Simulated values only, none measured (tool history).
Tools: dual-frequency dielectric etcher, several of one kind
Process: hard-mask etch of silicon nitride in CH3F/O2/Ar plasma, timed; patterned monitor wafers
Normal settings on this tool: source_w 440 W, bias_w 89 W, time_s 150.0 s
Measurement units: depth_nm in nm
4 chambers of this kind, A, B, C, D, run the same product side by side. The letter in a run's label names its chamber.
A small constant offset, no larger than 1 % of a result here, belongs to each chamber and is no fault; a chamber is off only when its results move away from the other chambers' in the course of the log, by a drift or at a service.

run,hour,source_w,bias_w,time_s,hours since the last wet clean,hours since the last source power generator calibration,hours since the last bias power generator calibration,"read-back reference wafer on the same gauge, depth_nm",depth_nm
1B,7.9,440,89,150.0,271.5,2172.7,1857.4,111.91,117.900
2C,16.3,440,89,150.0,201.3,1654.7,1811.3,111.99,118.660
3D,25.4,440,89,150.0,370.2,244.5,1662.2,111.93,116.400
4A,32.6,440,89,150.0,129.0,480.5,2015.9,111.89,117.430
5D,38.9,440,89,150.0,383.7,258.0,1675.7,112.13,116.580
6C,44.3,440,89,150.0,229.3,1682.7,1839.3,112.02,115.840
# hour 46.4: chamber D: wet clean of the chamber
7A,52.0,440,89,150.0,148.4,499.9,2035.3,112.21,117.380
# hour 54.4: chamber B: wet clean of the chamber
8B,58.4,440,89,150.0,4.1,2223.2,1907.9,112.01,116.200
9C,62.5,440,89,150.0,247.5,1700.9,1857.5,111.95,117.160
10A,67.3,440,89,150.0,163.7,515.2,2050.6,111.97,116.630
11B,74.9,440,89,150.0,20.6,2239.7,1924.4,111.97,116.560
12D,80.0,440,89,150.0,33.7,299.1,1716.8,112.03,116.090
13A,86.1,440,89,150.0,182.5,534.0,2069.4,112.18,118.350
14D,92.3,440,89,150.0,46.0,311.4,1729.1,112.08,116.340
15C,96.9,440,89,150.0,281.9,1735.3,1891.9,112.00,117.000
16B,104.4,340,89,135.5,50.1,2269.2,1953.9,112.04,94.944
17A,111.9,340,89,135.5,208.3,559.8,2095.2,112.12,95.916
18D,118.4,340,89,135.5,72.1,337.5,1755.2,112.01,95.934
19C,127.6,340,89,135.5,312.6,1766.0,1922.6,111.87,96.276
20B,134.6,440,89,150.0,80.3,2299.4,1984.1,112.08,117.470
21C,139.2,440,89,150.0,324.2,1777.6,1934.2,111.80,116.530
22D,148.4,440,89,150.0,102.1,367.5,1785.2,111.86,117.810
23A,155.1,440,89,150.0,251.5,603.0,2138.4,112.04,117.630
24B,162.6,440,89,150.0,108.3,2327.4,2012.1,112.12,116.360
25D,166.9,440,89,150.0,120.6,386.0,1803.7,112.08,116.780
26B,172.9,440,89,150.0,118.6,2337.7,2022.4,111.96,116.260
27C,179.3,440,89,150.0,364.3,1817.7,1974.3,112.04,117.910
28A,186.2,440,76,113.0,282.6,634.1,2169.5,111.96,83.334
29D,193.0,440,76,113.0,146.7,412.1,1829.8,111.99,83.637
30C,199.3,440,76,113.0,384.3,1837.7,1994.3,112.24,83.258

Predict what each chamber gives when all 4 of them run the settings below next.
31A,206.0,440,89,150.0,,,,,?
31B,206.0,440,89,150.0,,,,,?
31C,206.0,440,89,150.0,,,,,?
31D,206.0,440,89,150.0,,,,,?

run,depth_nm
31A,116.350
31B,117.520
31C,116.470
31D,114.990
